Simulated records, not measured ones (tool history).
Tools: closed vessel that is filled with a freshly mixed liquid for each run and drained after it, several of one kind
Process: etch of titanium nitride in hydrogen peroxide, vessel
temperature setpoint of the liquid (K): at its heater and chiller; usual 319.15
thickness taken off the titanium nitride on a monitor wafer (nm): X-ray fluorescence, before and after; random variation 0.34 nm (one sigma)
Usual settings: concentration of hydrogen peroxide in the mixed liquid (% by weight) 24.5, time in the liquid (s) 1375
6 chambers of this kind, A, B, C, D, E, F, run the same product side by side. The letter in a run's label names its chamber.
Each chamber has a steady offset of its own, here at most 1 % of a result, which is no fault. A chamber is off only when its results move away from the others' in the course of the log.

run,hour,temperature setpoint of the liquid (K),concentration of hydrogen peroxide in the mixed liquid (% by weight),time in the liquid (s),hours since the thermometer was replaced,hours since the peroxide flow meter was replaced,hours since the drum of peroxide was connected,"read-back film thickness of the titanium nitride reference wafer, read on the same gauge (nm)",thickness taken off the titanium nitride on a monitor wafer (nm)
1F,8.2,319.15,24.5,1375,1515.4,209,51.7,119.99,52.646
2E,16.7,319.15,24.5,1375,847.7,909.6,439.2,120.01,51.98
# hour 25.1: chamber B: new drum of peroxide connected
# hour 26.3: chamber E: peroxide flow meter replaced
3A,27.1,319.15,24.5,1375,307.5,76.5,188.5,120,52.307
4C,37.1,319.15,24.5,1375,289.7,1711.3,103.2,119.98,51.597
5B,47.3,319.15,24.5,1375,948.4,284.7,22.2,119.99,51.854
6D,55.4,319.15,24.5,1375,495,93.2,403.6,119.99,52.177
7D,64.4,319.15,24.5,1375,504,102.2,412.6,119.99,52.662
8E,71.8,319.15,24.5,1375,902.8,45.5,494.3,120,52.027
9A,79.4,319.15,24.5,1375,359.8,128.8,240.8,119.99,52.557
10B,85.2,319.15,24.5,1375,986.3,322.6,60.1,120.04,52.076
11C,90.9,311.65,21.5,1375,343.5,1765.1,157,120,28.828
12F,98,311.65,21.5,1375,1605.2,298.8,141.5,120.01,28.599
13F,108.3,311.65,21.5,1375,1615.5,309.1,151.8,120,28.403
14E,115.1,311.65,21.5,1375,946.1,88.8,537.6,120.01,28.688
15C,122.4,311.65,21.5,1375,375,1796.6,188.5,120,28.519
# hour 126.2: chamber E: new drum of peroxide connected
16D,128.5,311.65,21.5,1375,568.1,166.3,476.7,120,29.488
17A,134.1,319.15,24.5,1375,414.5,183.5,295.5,120.01,52.267
18B,141.2,319.15,24.5,1375,1042.3,378.6,116.1,120,52.602
19E,151.7,319.15,24.5,1375,982.7,125.4,25.5,120.01,52.376
20A,161.2,319.15,24.5,1375,441.6,210.6,322.6,119.98,51.695
21C,167.1,323.65,24.5,690,419.7,1841.3,233.2,120,36.404
22D,173.6,323.65,24.5,690,613.2,211.4,521.8,120.01,36.38
23B,178.5,323.65,24.5,690,1079.6,415.9,153.4,119.98,36.921
24F,186.5,323.65,24.5,690,1693.7,387.3,230,120.01,35.186
25A,194.5,323.65,24.5,690,474.9,243.9,355.9,119.99,36.174
26E,203.1,323.65,24.5,690,1034.1,176.8,76.9,120,36.333
27D,212.6,319.15,24.5,1375,652.2,250.4,560.8,120.01,52.427
28F,220.8,319.15,24.5,1375,1728,421.6,264.3,120.02,49.654
29B,227.6,319.15,24.5,1375,1128.7,465,202.5,119.98,52.682
30C,234.5,319.15,24.5,1375,487.1,1908.7,300.6,120,52.22
31C,243.6,319.15,24.5,1375,496.2,1917.8,309.7,120.01,52.201
32E,253.3,319.15,24.5,1375,1084.3,227,127.1,119.98,52.254
33B,263.1,326.65,24.5,1375,1164.2,500.5,238,119.99,90.571
34F,272.1,326.65,24.5,1375,1779.3,472.9,315.6,119.99,83.42
35D,280.6,326.65,24.5,1375,720.2,318.4,628.8,120.01,89.624
36A,290,326.65,24.5,1375,570.4,339.4,451.4,120,89.106

All 6 chambers run these settings next. Forecast each chamber's results:
37A,297.8,311.15,24.5,1375,,,,,?
37B,297.8,311.15,24.5,1375,,,,,?
37C,297.8,311.15,24.5,1375,,,,,?
37D,297.8,311.15,24.5,1375,,,,,?
37E,297.8,311.15,24.5,1375,,,,,?
37F,297.8,311.15,24.5,1375,,,,,?

run,thickness taken off the titanium nitride on a monitor wafer (nm)
37A,28.694
37B,28.267
37C,28.665
37D,28.81
37E,28.478
37F,26.747

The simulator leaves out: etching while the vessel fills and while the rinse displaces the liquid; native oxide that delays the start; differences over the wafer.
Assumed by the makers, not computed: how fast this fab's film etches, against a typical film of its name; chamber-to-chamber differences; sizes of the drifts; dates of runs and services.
